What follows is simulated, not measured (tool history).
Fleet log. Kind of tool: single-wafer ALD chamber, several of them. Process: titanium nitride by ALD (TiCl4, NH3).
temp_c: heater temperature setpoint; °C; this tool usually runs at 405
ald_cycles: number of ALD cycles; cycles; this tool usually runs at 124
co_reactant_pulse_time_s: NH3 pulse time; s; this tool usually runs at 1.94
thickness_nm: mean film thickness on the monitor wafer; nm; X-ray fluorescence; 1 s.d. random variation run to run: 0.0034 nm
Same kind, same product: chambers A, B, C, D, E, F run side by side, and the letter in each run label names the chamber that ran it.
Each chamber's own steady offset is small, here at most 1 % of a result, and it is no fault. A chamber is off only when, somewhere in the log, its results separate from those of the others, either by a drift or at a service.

run   hour  temp_c  ald_cycles  co_reactant_pulse_time_s  read-back reference wafer on the same gauge, thickness_nm  thickness_nm
 1A    8.4     405         124                      1.94                                                     3.0395        2.7511
 2F   19.8     405         124                      1.94                                                     3.0392        2.7105
 3E   26.4     405         124                      1.94                                                     3.0381        2.7267
 4B   38.5     405         124                      1.94                                                     3.0373        2.7235
 5C   47.2     405         124                      1.94                                                     3.0382        2.7319
 6D   55.8     405         124                      1.94                                                     3.0378        2.7230
 7A   64.2     405         124                      1.94                                                     3.0383        2.7458
 8C   74.2     405         124                      1.94                                                     3.0372        2.7301
      78.7  -- chamber F: thermocouple changed; heater temperature recalibrated
 9E   84.6     413         101                      1.94                                                     3.0373        2.2230
      94.5  -- chamber E: thermocouple changed; heater temperature recalibrated
10D   96.8     413         101                      1.94                                                     3.0365        2.2289
11F  103.4     413         101                      1.94                                                     3.0362        2.2173
12B  112.6     413         101                      1.94                                                     3.0371        2.2243
13C  124.4     413         101                      1.94                                                     3.0346        2.2241
14A  134.7     413         101                      1.94                                                     3.0360        2.2429
15F  140.3     405         124                      1.94                                                     3.0348        2.7128
16E  151.7     405         124                      1.94                                                     3.0344        2.7247
17D  158.6     405         124                      1.94                                                     3.0345        2.7237
18B  166.8     405         124                      1.94                                                     3.0332        2.7227
19D  179.0     405         124                      1.94                                                     3.0337        2.7237
20F  190.6     405         124                      2.35                                                     3.0331        2.7301
21A  202.6     405         124                      2.35                                                     3.0330        2.7612
22B  214.3     405         124                      2.35                                                     3.0323        2.7333
23C  226.7     405         124                      2.35                                                     3.0329        2.7468
24E  236.8     405         124                      2.35                                                     3.0314        2.7419
25C  249.1     405         124                      2.35                                                     3.0313        2.7408
26F  254.5     390         124                      1.66                                                     3.0319        2.6559
27B  260.5     390         124                      1.66                                                     3.0306        2.6563
28E  268.0     390         124                      1.66                                                     3.0304        2.6680
29D  280.0     390         124                      1.66                                                     3.0298        2.6704
30A  285.6     390         124                      1.66                                                     3.0290        2.6885
31D  291.3     390         124                      1.66                                                     3.0295        2.6734
32A  302.3     405         124                      1.94                                                     3.0285        2.7383
33E  310.9     405         124                      1.94                                                     3.0286        2.7217
34B  322.3     405         124                      1.94                                                     3.0283        2.7184
35C  332.5     405         124                      1.94                                                     3.0267        2.7208
36F  339.5     405         124                      1.94                                                     3.0279        2.6979
37D  348.8     396         124                      1.94                                                     3.0270        2.7007
38B  357.3     396         124                      1.94                                                     3.0260        2.6936
39A  365.5     396         124                      1.94                                                     3.0267        2.7221
40F  375.3     396         124                      1.94                                                     3.0268        2.6850
41E  386.3     396         124                      1.94                                                     3.0256        2.7026
42C  397.1     396         124                      1.94                                                     3.0256        2.7053
43E  406.2     405         124                      1.94                                                     3.0248        2.7080
44D  414.3     405         124                      1.94                                                     3.0256        2.7161

Each of the 6 chambers runs these same settings next. Fill in every chamber's results:
45A  423.2     405         124                      1.94                                                                        ?
45B  423.2     405         124                      1.94                                                                        ?
45C  423.2     405         124                      1.94                                                                        ?
45D  423.2     405         124                      1.94                                                                        ?
45E  423.2     405         124                      1.94                                                                        ?
45F  423.2     405         124                      1.94                                                                        ?

run  thickness_nm
45A        2.7391
45B        2.7096
45C        2.7124
45D        2.7153
45E        2.7143
45F        2.7016

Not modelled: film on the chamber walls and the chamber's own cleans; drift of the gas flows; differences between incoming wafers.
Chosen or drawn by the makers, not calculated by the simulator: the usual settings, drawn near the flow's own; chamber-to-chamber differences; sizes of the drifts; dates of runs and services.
